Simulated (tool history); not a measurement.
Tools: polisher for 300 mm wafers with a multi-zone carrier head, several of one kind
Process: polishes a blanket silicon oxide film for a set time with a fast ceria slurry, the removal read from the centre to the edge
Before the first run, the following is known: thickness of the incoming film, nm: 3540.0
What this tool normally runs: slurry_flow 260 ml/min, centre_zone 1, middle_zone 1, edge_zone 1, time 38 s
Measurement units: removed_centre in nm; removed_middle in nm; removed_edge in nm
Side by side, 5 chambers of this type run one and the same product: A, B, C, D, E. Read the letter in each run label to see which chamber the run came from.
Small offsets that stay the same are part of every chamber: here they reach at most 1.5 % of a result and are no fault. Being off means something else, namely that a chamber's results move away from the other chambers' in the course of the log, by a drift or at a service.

run	hour	slurry_flow	centre_zone	middle_zone	edge_zone	time	removed_centre	removed_middle	removed_edge
# hour 2.6: chamber A: centre zone pressure recalibrated
1E	9.7	260	1	1	1	38	371.12	374.93	375.39
2C	15.9	260	1	1	1	38	376.51	379.02	376.95
# hour 21.9: chamber B: worn pad replaced by a new one
3A	23.2	260	1	1	1	38	365.8	373.39	364.57
4D	28.8	260	1	1	1	38	372.78	368.96	377.58
# hour 33.2: chamber E: worn pad replaced by a new one
5B	38.7	260	1	1	1	38	373.86	368.92	369.07
6B	45.7	260	1	1	1	38	366.49	362.5	368.19
# hour 53.9: chamber D: centre zone pressure recalibrated
# hour 55.7: chamber C: worn pad replaced by a new one
7D	55.8	260	1	1	1	30	296.88	287.8	293.27
8C	60.4	260	1	1	1	30	297.13	295.92	295.67
# hour 61.2: chamber D: worn pad replaced by a new one
# hour 65.8: chamber A: worn pad replaced by a new one
9A	68.4	260	1	1	1	30	292.37	292.36	292.88
# hour 71.4: chamber A: slurry nozzle cleaned
10E	78.7	260	1	1	1	30	297.28	293.74	293.09
# hour 82.1: chamber C: slurry nozzle cleaned
11E	83.4	260	1	1	1	30	290.85	292.42	293.06
# hour 87.8: chamber E: worn pad replaced by a new one
# hour 90.2: chamber C: centre zone pressure recalibrated
12B	90.9	260	1	1	1	38	378.26	369.38	367.29
# hour 96.4: chamber E: slurry nozzle cleaned
13D	98.4	260	1	1	1	38	368.82	372.65	367.42
# hour 102.5: chamber B: slurry nozzle cleaned
14C	103.3	260	1	1	1	45	385.27	435.09	443.04
15A	112.7	260	1	1	1	45	451.79	438.97	435.24
16E	123	260	1	1	1	45	438.35	444.39	444.47
# hour 127.5: chamber B: worn pad replaced by a new one
17C	129.9	260	1	1	1	45	383.33	449.89	446.55
# hour 135.3: chamber A: worn pad replaced by a new one
18D	137.7	260	1	1	1	45	433.21	445.46	440.95
# hour 141.1: chamber C: worn pad replaced by a new one
19B	146.5	260	0.94	1	1	47	423.49	452.05	456.82
# hour 148.5: chamber E: worn pad replaced by a new one
20A	151.8	260	0.94	1	1	47	433.58	469.29	449.86
# hour 157.4: chamber D: worn pad replaced by a new one
21C	159.3	260	0.94	1	1	47	381.15	464	458.6
22E	164.5	260	0.94	1	1	47	432.1	455.22	451.25
23D	169	260	0.94	1	1	47	429.71	462.11	460.49
24B	177.3	260	1	1	1	38	371.88	371.91	362.18
25A	184.3	260	1	1	1	38	363.32	373.81	370.53
26A	193.9	260	1	1	1	38	369.56	371.22	371.94
# hour 194.4: chamber B: centre zone pressure recalibrated
27D	202	260	1	1	1	38	369.9	376.54	364.22
28B	207.9	260	1	1	1	38	374.78	363.98	364.66
# hour 212: chamber E: worn pad replaced by a new one
29E	216	260	1	1	1	38	365.72	373.16	380.91
# hour 218.6: chamber A: worn pad replaced by a new one
30C	222.5	260	0.95	1	1	38	307.57	380.46	373.18
# hour 225.1: chamber B: worn pad replaced by a new one
31C	230.3	260	0.95	1	1	38	305.92	369.43	370.15
# hour 230.5: chamber C: worn pad replaced by a new one
32B	240.4	260	0.95	1	1	38	345.72	364.09	366.89
33A	249.7	260	0.95	1	1	38	353.02	369.57	367.88
# hour 256.8: chamber D: worn pad replaced by a new one
34E	259.4	260	0.95	1	1	38	341.11	369.11	366.24
35D	265.9	260	1	1	1	38	382.44	377.76	376.04
36C	274.8	260	1	1	1	38	339.4	379.12	364.82
37D	280.6	260	1	1	1	38	378.77	367.59	370.31
38A	285.2	260	1	1	1	38	371.49	371.48	364.1

For the next run the whole fleet of 5 chambers uses the same settings. Give each chamber's results:
39A	292.6	260	1	1	1	38	?	?	?
39B	292.6	260	1	1	1	38	?	?	?
39C	292.6	260	1	1	1	38	?	?	?
39D	292.6	260	1	1	1	38	?	?	?
39E	292.6	260	1	1	1	38	?	?	?

run	removed_centre	removed_middle	removed_edge
39A	379.07	372.02	359.64
39B	374.37	365.72	370
39C	326.23	372.33	369.55
39D	369.46	369.02	374.41
39E	368.53	370.96	371.28
